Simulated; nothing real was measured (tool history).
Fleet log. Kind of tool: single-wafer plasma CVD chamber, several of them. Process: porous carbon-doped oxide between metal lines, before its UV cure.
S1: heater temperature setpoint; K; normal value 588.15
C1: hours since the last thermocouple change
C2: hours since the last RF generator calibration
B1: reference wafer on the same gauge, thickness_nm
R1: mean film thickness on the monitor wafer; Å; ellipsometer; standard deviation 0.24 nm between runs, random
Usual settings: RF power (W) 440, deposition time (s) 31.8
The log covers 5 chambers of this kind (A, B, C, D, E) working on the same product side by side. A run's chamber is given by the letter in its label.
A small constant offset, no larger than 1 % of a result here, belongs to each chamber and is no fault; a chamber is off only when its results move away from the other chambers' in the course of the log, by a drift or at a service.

run 1E day=0.283 | S1=588.15 RF_power_(W)=440 deposition_time_(s)=31.8 | C1=1246.3 C2=241.1 | B1=169.93 | R1=1447.3
run 2C day=0.588 | S1=588.15 RF_power_(W)=440 deposition_time_(s)=31.8 | C1=2266.2 C2=1212.4 | B1=169.94 | R1=1456.7
run 3A day=0.850 | S1=588.15 RF_power_(W)=440 deposition_time_(s)=31.8 | C1=913.9 C2=1297.2 | B1=169.85 | R1=1442.3
run 4D day=1.108 | S1=588.15 RF_power_(W)=440 deposition_time_(s)=31.8 | C1=711.1 C2=1563.1 | B1=169.79 | R1=1444.0
run 5B day=1.358 | S1=579.15 RF_power_(W)=440 deposition_time_(s)=28.1 | C1=852.5 C2=1212.3 | B1=169.88 | R1=1358.3
run 6A day=1.683 | S1=579.15 RF_power_(W)=440 deposition_time_(s)=28.1 | C1=933.9 C2=1317.2 | B1=169.83 | R1=1345.2
run 7C day=1.842 | S1=579.15 RF_power_(W)=440 deposition_time_(s)=28.1 | C1=2296.3 C2=1242.5 | B1=169.79 | R1=1357.6
run 8D day=2.142 | S1=579.15 RF_power_(W)=440 deposition_time_(s)=28.1 | C1=735.9 C2=1587.9 | B1=169.79 | R1=1335.7
run 9E day=2.412 | S1=579.15 RF_power_(W)=440 deposition_time_(s)=28.1 | C1=1297.4 C2=292.2 | B1=169.80 | R1=1346.5
-- day=2.492 chamber D: RF generator calibrated
run 10B day=2.596 | S1=588.15 RF_power_(W)=440 deposition_time_(s)=31.8 | C1=882.2 C2=1242.0 | B1=169.71 | R1=1460.6
run 11E day=2.804 | S1=574.15 RF_power_(W)=505 deposition_time_(s)=31.8 | C1=1306.8 C2=301.6 | B1=169.71 | R1=1725.6
run 12A day=3.138 | S1=574.15 RF_power_(W)=505 deposition_time_(s)=31.8 | C1=968.8 C2=1352.1 | B1=169.68 | R1=1715.5
run 13D day=3.371 | S1=574.15 RF_power_(W)=505 deposition_time_(s)=31.8 | C1=765.4 C2=21.2 | B1=169.75 | R1=1708.6
run 14C day=3.704 | S1=574.15 RF_power_(W)=505 deposition_time_(s)=31.8 | C1=2341.0 C2=1287.2 | B1=169.50 | R1=1728.2
run 15B day=4.042 | S1=574.15 RF_power_(W)=505 deposition_time_(s)=31.8 | C1=916.9 C2=1276.7 | B1=169.58 | R1=1730.8
run 16D day=4.271 | S1=588.15 RF_power_(W)=440 deposition_time_(s)=31.8 | C1=787.0 C2=42.8 | B1=169.51 | R1=1436.8
run 17B day=4.446 | S1=588.15 RF_power_(W)=465 deposition_time_(s)=31.8 | C1=926.6 C2=1286.4 | B1=169.46 | R1=1518.5
run 18E day=4.696 | S1=588.15 RF_power_(W)=465 deposition_time_(s)=31.8 | C1=1352.2 C2=347.0 | B1=169.49 | R1=1506.3
run 19C day=5.008 | S1=588.15 RF_power_(W)=465 deposition_time_(s)=31.8 | C1=2372.3 C2=1318.5 | B1=169.47 | R1=1514.0
-- day=5.158 chamber C: thermocouple changed; heater temperature recalibrated
run 20A day=5.350 | S1=588.15 RF_power_(W)=465 deposition_time_(s)=31.8 | C1=1021.9 C2=1405.2 | B1=169.41 | R1=1498.9
run 21A day=5.658 | S1=588.15 RF_power_(W)=465 deposition_time_(s)=31.8 | C1=1029.3 C2=1412.6 | B1=169.37 | R1=1502.7
run 22D day=5.867 | S1=588.15 RF_power_(W)=440 deposition_time_(s)=31.8 | C1=825.3 C2=81.1 | B1=169.31 | R1=1434.8
run 23E day=6.054 | S1=588.15 RF_power_(W)=440 deposition_time_(s)=31.8 | C1=1384.8 C2=379.6 | B1=169.32 | R1=1442.1
run 24B day=6.375 | S1=588.15 RF_power_(W)=440 deposition_time_(s)=31.8 | C1=972.9 C2=1332.7 | B1=169.29 | R1=1453.4
run 25C day=6.612 | S1=588.15 RF_power_(W)=440 deposition_time_(s)=31.8 | C1=35.0 C2=1357.0 | B1=169.34 | R1=1455.8
run 26C day=6.821 | S1=588.15 RF_power_(W)=440 deposition_time_(s)=31.8 | C1=40.0 C2=1362.0 | B1=169.18 | R1=1453.9
run 27D day=7.075 | S1=588.15 RF_power_(W)=440 deposition_time_(s)=31.8 | C1=854.3 C2=110.1 | B1=169.29 | R1=1431.1
run 28B day=7.433 | S1=588.15 RF_power_(W)=440 deposition_time_(s)=31.8 | C1=998.3 C2=1358.1 | B1=169.17 | R1=1451.7
run 29E day=7.621 | S1=588.15 RF_power_(W)=440 deposition_time_(s)=31.8 | C1=1422.4 C2=417.2 | B1=169.14 | R1=1446.5
run 30A day=7.950 | S1=588.15 RF_power_(W)=440 deposition_time_(s)=31.8 | C1=1084.3 C2=1467.6 | B1=169.12 | R1=1435.4
run 31B day=8.288 | S1=581.15 RF_power_(W)=440 deposition_time_(s)=25.9 | C1=1018.8 C2=1378.6 | B1=169.14 | R1=1236.6
run 32A day=8.629 | S1=581.15 RF_power_(W)=440 deposition_time_(s)=25.9 | C1=1100.6 C2=1483.9 | B1=169.07 | R1=1223.1
run 33C day=8.983 | S1=581.15 RF_power_(W)=440 deposition_time_(s)=25.9 | C1=91.9 C2=1413.9 | B1=169.07 | R1=1237.1
run 34D day=9.238 | S1=581.15 RF_power_(W)=440 deposition_time_(s)=25.9 | C1=906.2 C2=162.0 | B1=168.99 | R1=1218.3
run 35E day=9.588 | S1=581.15 RF_power_(W)=440 deposition_time_(s)=25.9 | C1=1469.6 C2=464.4 | B1=168.86 | R1=1226.7
run 36B day=9.767 | S1=588.15 RF_power_(W)=440 deposition_time_(s)=31.8 | C1=1054.3 C2=1414.1 | B1=168.95 | R1=1450.2
run 37C day=10.112 | S1=588.15 RF_power_(W)=440 deposition_time_(s)=31.8 | C1=119.0 C2=1441.0 | B1=168.91 | R1=1451.5
run 38D day=10.338 | S1=588.15 RF_power_(W)=480 deposition_time_(s)=26.7 | C1=932.6 C2=188.4 | B1=168.86 | R1=1283.2

Is one chamber off against the others, does the gauge drift, or is nothing wrong? If a chamber is off, say which, and what the likeliest cause is.

Gauge drift. The chambers move together only on paper, and none stands off.
Cause: gauge reads low (%) = 0.681.
